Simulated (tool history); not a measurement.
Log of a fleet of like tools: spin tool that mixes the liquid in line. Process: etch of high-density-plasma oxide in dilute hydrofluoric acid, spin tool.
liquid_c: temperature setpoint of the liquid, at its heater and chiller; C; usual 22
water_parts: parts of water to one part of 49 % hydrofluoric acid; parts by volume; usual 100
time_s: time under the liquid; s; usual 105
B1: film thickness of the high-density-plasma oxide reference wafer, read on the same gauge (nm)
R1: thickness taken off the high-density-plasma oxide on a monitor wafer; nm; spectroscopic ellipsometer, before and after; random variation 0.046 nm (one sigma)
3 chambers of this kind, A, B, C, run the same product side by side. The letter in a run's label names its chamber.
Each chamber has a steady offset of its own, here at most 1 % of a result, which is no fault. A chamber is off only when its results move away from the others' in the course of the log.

{"run": "1B", "day": 0.462, "liquid_c": 22, "water_parts": 100, "time_s": 105, "B1": 130.01, "R1": 4.9276}
{"run": "2C", "day": 0.7, "liquid_c": 22, "water_parts": 100, "time_s": 105, "B1": 129.97, "R1": 4.9584}
{"run": "3A", "day": 1.196, "liquid_c": 22, "water_parts": 100, "time_s": 105, "B1": 130.02, "R1": 4.976}
{"run": "4C", "day": 1.617, "liquid_c": 22, "water_parts": 100, "time_s": 105, "B1": 129.99, "R1": 4.9065}
{"run": "5A", "day": 2.046, "liquid_c": 22, "water_parts": 100, "time_s": 105, "B1": 130.02, "R1": 4.9625}
{"run": "6B", "day": 2.342, "liquid_c": 22, "water_parts": 100, "time_s": 105, "B1": 130.01, "R1": 4.9269}
{"run": "7A", "day": 2.754, "liquid_c": 22, "water_parts": 100, "time_s": 105, "B1": 130.02, "R1": 4.9134}
{"run": "8B", "day": 3.042, "liquid_c": 17, "water_parts": 70, "time_s": 105, "B1": 129.98, "R1": 5.9412}
{"run": "9C", "day": 3.467, "liquid_c": 17, "water_parts": 70, "time_s": 105, "B1": 129.96, "R1": 5.8993}
{"run": "10C", "day": 3.908, "liquid_c": 17, "water_parts": 70, "time_s": 105, "B1": 130.04, "R1": 5.8435}
{"run": "11B", "day": 4.179, "liquid_c": 22, "water_parts": 100, "time_s": 105, "B1": 130.01, "R1": 5.0444}
{"run": "12A", "day": 4.642, "liquid_c": 22, "water_parts": 100, "time_s": 105, "B1": 129.99, "R1": 4.951}
{"run": "13C", "day": 5.017, "liquid_c": 22, "water_parts": 100, "time_s": 105, "B1": 130.01, "R1": 4.9552}
{"run": "14A", "day": 5.321, "liquid_c": 22, "water_parts": 100, "time_s": 105, "B1": 130.0, "R1": 4.9314}
{"run": "15B", "day": 5.738, "liquid_c": 22, "water_parts": 100, "time_s": 105, "B1": 130.02, "R1": 5.0397}
{"run": "16A", "day": 6.183, "liquid_c": 22, "water_parts": 100, "time_s": 105, "B1": 130.0, "R1": 4.9632}
{"run": "17C", "day": 6.588, "liquid_c": 22, "water_parts": 100, "time_s": 105, "B1": 130.04, "R1": 4.9542}
{"day": 6.929, "done": "chamber A: hydrofluoric acid flow meter replaced"}
{"run": "18B", "day": 7.033, "liquid_c": 22, "water_parts": 100, "time_s": 105, "B1": 130.0, "R1": 5.1263}
{"run": "19C", "day": 7.492, "liquid_c": 22, "water_parts": 100, "time_s": 105, "B1": 130.0, "R1": 4.9327}
{"day": 7.762, "done": "chamber A: thermometer replaced"}
{"run": "20A", "day": 7.846, "liquid_c": 22, "water_parts": 100, "time_s": 105, "B1": 130.04, "R1": 5.0285}
{"run": "21B", "day": 8.2, "liquid_c": 22, "water_parts": 100, "time_s": 105, "B1": 129.98, "R1": 5.2743}
{"run": "22B", "day": 8.521, "liquid_c": 22, "water_parts": 100, "time_s": 105, "B1": 130.02, "R1": 5.2116}

Is one chamber off against the others, does the gauge drift, or is nothing wrong? If a chamber is off, say which, and what the likeliest cause is.

Chamber B drifts away from the others.
Cause: hydrofluoric acid flow above the setpoint (%) = 5.11.
The log may not tell that from: liquid hotter than its thermometer reads (K).

Here are 4 candidates for chamber B's next run, each the usual settings with a change, their results left as question marks. Which one brings its results back in line with what the others give on the usual settings?
In line means no further than this from the other chambers' mean on the usual settings: R1 0.1600 nm
{"run": "23B-1", "day": 8.888, "liquid_c": 22, "water_parts": 100, "time_s": 110, "R1": "?"}
{"run": "23B-2", "day": 8.888, "liquid_c": 22, "water_parts": 90, "time_s": 105, "R1": "?"}
{"run": "23B-3", "day": 8.888, "liquid_c": 22, "water_parts": 100, "time_s": 100, "R1": "?"}
{"run": "23B-4", "day": 8.888, "liquid_c": 22, "water_parts": 110, "time_s": 105, "R1": "?"}

The other chambers' mean on the usual settings: R1 4.9344 nm
run=23B-1 R1=5.4575
run=23B-2 R1=5.8508
run=23B-3 R1=4.9614
run=23B-4 R1=4.6856
23B-3 brings the chamber back in line.

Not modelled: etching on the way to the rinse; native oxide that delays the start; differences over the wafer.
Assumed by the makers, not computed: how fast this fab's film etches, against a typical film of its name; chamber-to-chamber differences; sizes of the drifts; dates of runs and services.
